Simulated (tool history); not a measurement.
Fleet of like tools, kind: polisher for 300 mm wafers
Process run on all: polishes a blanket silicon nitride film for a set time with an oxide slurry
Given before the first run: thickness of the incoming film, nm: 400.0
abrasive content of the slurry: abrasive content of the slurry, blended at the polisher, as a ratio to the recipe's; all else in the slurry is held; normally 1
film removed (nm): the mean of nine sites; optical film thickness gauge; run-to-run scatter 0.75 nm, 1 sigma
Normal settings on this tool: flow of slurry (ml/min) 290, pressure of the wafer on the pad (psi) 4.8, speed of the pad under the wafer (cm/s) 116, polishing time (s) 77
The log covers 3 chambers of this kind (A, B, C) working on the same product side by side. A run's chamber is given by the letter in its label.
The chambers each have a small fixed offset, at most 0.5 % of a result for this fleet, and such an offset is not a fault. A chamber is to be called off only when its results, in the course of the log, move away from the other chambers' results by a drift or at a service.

run,day,flow of slurry (ml/min),pressure of the wafer on the pad (psi),speed of the pad under the wafer (cm/s),abrasive content of the slurry,polishing time (s),film removed (nm)
# day 0.138: chamber A: conditioning disc replaced and pad reconditioned
1B,0.154,290,4.8,116,1,77,86.091
2C,0.25,290,4.8,116,1,77,85.749
3A,0.354,290,4.8,116,1,77,86.349
4B,0.442,290,4.8,116,1,77,87.687
5A,0.542,290,4.8,116,1,77,86.951
# day 0.571: chamber C: conditioning disc replaced and pad reconditioned
# day 0.667: chamber C: slurry blender recalibrated
6C,0.717,290,4.8,116,0.8,77,77.639
7C,0.879,290,4.8,116,0.8,77,77.488
8B,1.004,290,4.8,116,0.8,77,77.98
9A,1.162,290,4.8,116,1,77,85.978
# day 1.225: chamber A: worn pad replaced by a new one
10C,1.288,290,4.8,116,1,77,87.26
11A,1.412,290,4.8,116,1,77,85.464
12B,1.554,290,4.8,82,1,91,76.85
13C,1.671,290,4.8,82,1,91,76.429
# day 1.762: chamber B: head pressure recalibrated
14A,1.788,290,4.8,82,1,91,77.006
15B,1.925,290,4.8,116,1,77,94.354
16A,2.079,290,4.8,116,1,77,86.059
17C,2.246,290,4.8,116,1,77,86.88
18B,2.388,290,4.8,116,1,77,92.262
19A,2.567,290,4.8,116,1,77,85.973
# day 2.667: chamber C: worn pad replaced by a new one
20C,2.679,230,4.8,116,1,77,84.285
21B,2.788,230,4.8,116,1,77,89.88
22A,2.938,230,4.8,116,1,77,84.142
23C,3.046,290,4.8,116,1,77,85.622
24B,3.179,290,4.8,116,1,77,91.699
25C,3.279,375,4.1,116,1,77,75.571
26A,3.404,375,4.1,116,1,77,75.252
27B,3.567,375,4.1,116,1,77,80.043
28C,3.658,290,4.8,116,1,77,85.444
29A,3.808,290,4.8,116,1,77,87.018
30B,3.933,290,4.2,116,1,77,80.747
31B,4.062,290,4.2,116,1,77,81.597
32A,4.246,290,4.2,116,1,77,75.935
# day 4.329: chamber B: worn pad replaced by a new one
33C,4.433,290,6,102,1,77,97.468
34A,4.517,290,6,102,1,77,96.542
35B,4.638,290,6,102,1,77,106.81
36C,4.775,290,4.8,116,1,77,86.956
37C,4.9,290,4.8,116,1,77,86.73
38A,5.083,290,4.8,116,1,77,86.24

Is one chamber off against the others, does the gauge drift, or is nothing wrong? If a chamber is off, say which, and what the likeliest cause is.

Chamber B came out of a service off from its peers and stayed that way.
What lies behind it: head's pressure above its setpoint, % = 7.69.

Which of the 4 candidates below, each the usual settings with something changed and its results left as question marks, puts chamber B back in line with what the other chambers give on the usual settings?
Maximum distance from the other chambers' mean on the usual settings for a result to count as in line: film removed (nm) 2.6
39B-1,5.217,290,4.8,120,1,77,?
39B-2,5.217,290,4.5,112,1,77,?
39B-3,5.217,290,4.8,116,1,83,?
39B-4,5.217,290,4.8,112,1,77,?

On the usual settings, the other chambers give on average: film removed (nm) 85.835
run,film removed (nm)
39B-1,96.09
39B-2,85.147
39B-3,100.77
39B-4,90.855
The answer is 39B-2, which returns the chamber to within the allowed miss of the others.

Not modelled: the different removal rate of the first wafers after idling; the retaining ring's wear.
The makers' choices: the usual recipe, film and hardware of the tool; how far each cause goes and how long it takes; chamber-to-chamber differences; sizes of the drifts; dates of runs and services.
